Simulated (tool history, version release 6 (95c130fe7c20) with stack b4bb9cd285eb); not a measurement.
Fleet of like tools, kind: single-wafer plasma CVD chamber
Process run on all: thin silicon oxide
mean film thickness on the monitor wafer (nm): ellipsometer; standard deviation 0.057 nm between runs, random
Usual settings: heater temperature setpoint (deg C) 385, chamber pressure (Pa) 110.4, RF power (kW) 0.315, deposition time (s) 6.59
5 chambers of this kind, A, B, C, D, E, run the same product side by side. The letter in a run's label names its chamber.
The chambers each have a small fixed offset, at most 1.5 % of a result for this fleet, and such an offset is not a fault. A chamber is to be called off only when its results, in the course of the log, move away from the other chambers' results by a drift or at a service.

| run | hour | heater temperature setpoint (deg C) | chamber pressure (Pa) | RF power (kW) | deposition time (s) | read-back reference wafer on the same gauge, thickness_nm | mean film thickness on the monitor wafer (nm) |
|---|---|---|---|---|---|---|---|
| 1B | 10.7 | 385 | 110.4 | 0.315 | 6.59 | 10.4 | 12.762 |
| 2C | 19.1 | 385 | 110.4 | 0.315 | 6.59 | 10.409 | 12.987 |
| 3E | 30.3 | 385 | 110.4 | 0.315 | 6.59 | 10.401 | 12.725 |
| 4A | 40.6 | 385 | 110.4 | 0.315 | 6.59 | 10.396 | 12.879 |
| 5D | 47.7 | 385 | 110.4 | 0.315 | 6.59 | 10.402 | 13.084 |
| 6A | 59.5 | 385 | 110.4 | 0.315 | 6.59 | 10.4 | 12.872 |
| 7B | 65.8 | 385 | 110.4 | 0.315 | 6.59 | 10.404 | 12.825 |
|  | 73.3 | chamber E: RF generator calibrated |
| 8C | 73.5 | 385 | 110.4 | 0.315 | 6.59 | 10.399 | 13.038 |
| 9E | 79 | 385 | 110.4 | 0.315 | 6.59 | 10.401 | 12.686 |
| 10D | 91.6 | 385 | 110.4 | 0.315 | 6.59 | 10.392 | 12.983 |
| 11D | 98.3 | 385 | 110.4 | 0.315 | 6.59 | 10.405 | 13.071 |
| 12C | 109.7 | 385 | 110.4 | 0.315 | 6.59 | 10.395 | 13.014 |
| 13E | 121.9 | 385 | 110.4 | 0.315 | 6.59 | 10.405 | 12.785 |
| 14B | 127.8 | 385 | 110.4 | 0.315 | 6.59 | 10.394 | 12.885 |
| 15A | 137.9 | 385 | 110.4 | 0.315 | 6.59 | 10.384 | 12.712 |
| 16D | 144.7 | 385 | 110.4 | 0.315 | 6.59 | 10.4 | 13.048 |
| 17A | 155.5 | 385 | 110.4 | 0.315 | 6.59 | 10.395 | 12.667 |
| 18C | 167.1 | 385 | 110.4 | 0.315 | 6.59 | 10.41 | 12.905 |
| 19B | 179.5 | 385 | 110.4 | 0.315 | 6.59 | 10.39 | 12.817 |
| 20E | 189.3 | 385 | 110.4 | 0.315 | 6.59 | 10.39 | 12.694 |
| 21A | 201.3 | 371 | 134.7 | 0.315 | 6.59 | 10.394 | 15.128 |
| 22C | 208.7 | 371 | 134.7 | 0.315 | 6.59 | 10.4 | 15.296 |
| 23B | 219.8 | 371 | 134.7 | 0.315 | 6.59 | 10.401 | 15.178 |
| 24E | 230.6 | 371 | 134.7 | 0.315 | 6.59 | 10.401 | 15.047 |
| 25D | 238.2 | 371 | 134.7 | 0.315 | 6.59 | 10.401 | 15.475 |
| 26C | 246.6 | 385 | 110.4 | 0.315 | 6.59 | 10.394 | 12.905 |
| 27D | 257.9 | 385 | 110.4 | 0.315 | 6.59 | 10.396 | 13.062 |
| 28B | 264.3 | 385 | 110.4 | 0.315 | 6.59 | 10.406 | 12.767 |
| 29A | 272.3 | 385 | 110.4 | 0.315 | 6.59 | 10.409 | 12.356 |
| 30E | 283.6 | 385 | 110.4 | 0.315 | 6.59 | 10.397 | 12.74 |
| 31E | 294.1 | 385 | 110.4 | 0.315 | 6.59 | 10.406 | 12.749 |
| 32C | 306.2 | 385 | 110.4 | 0.265 | 7.85 | 10.411 | 14.247 |
| 33B | 313.6 | 385 | 110.4 | 0.265 | 7.85 | 10.408 | 14.246 |
| 34A | 325.4 | 385 | 110.4 | 0.265 | 7.85 | 10.383 | 13.608 |
| 35D | 332.9 | 385 | 110.4 | 0.265 | 7.85 | 10.397 | 14.356 |

All 5 chambers run these settings next. Forecast each chamber's results:
| 36A | 342 | 392 | 110.4 | 0.315 | 6.59 |  | ? |
| 36B | 342 | 392 | 110.4 | 0.315 | 6.59 |  | ? |
| 36C | 342 | 392 | 110.4 | 0.315 | 6.59 |  | ? |
| 36D | 342 | 392 | 110.4 | 0.315 | 6.59 |  | ? |
| 36E | 342 | 392 | 110.4 | 0.315 | 6.59 |  | ? |

| run | mean film thickness on the monitor wafer (nm) |
|---|---|
| 36A | 12.145 |
| 36B | 12.795 |
| 36C | 12.947 |
| 36D | 12.984 |
| 36E | 12.711 |

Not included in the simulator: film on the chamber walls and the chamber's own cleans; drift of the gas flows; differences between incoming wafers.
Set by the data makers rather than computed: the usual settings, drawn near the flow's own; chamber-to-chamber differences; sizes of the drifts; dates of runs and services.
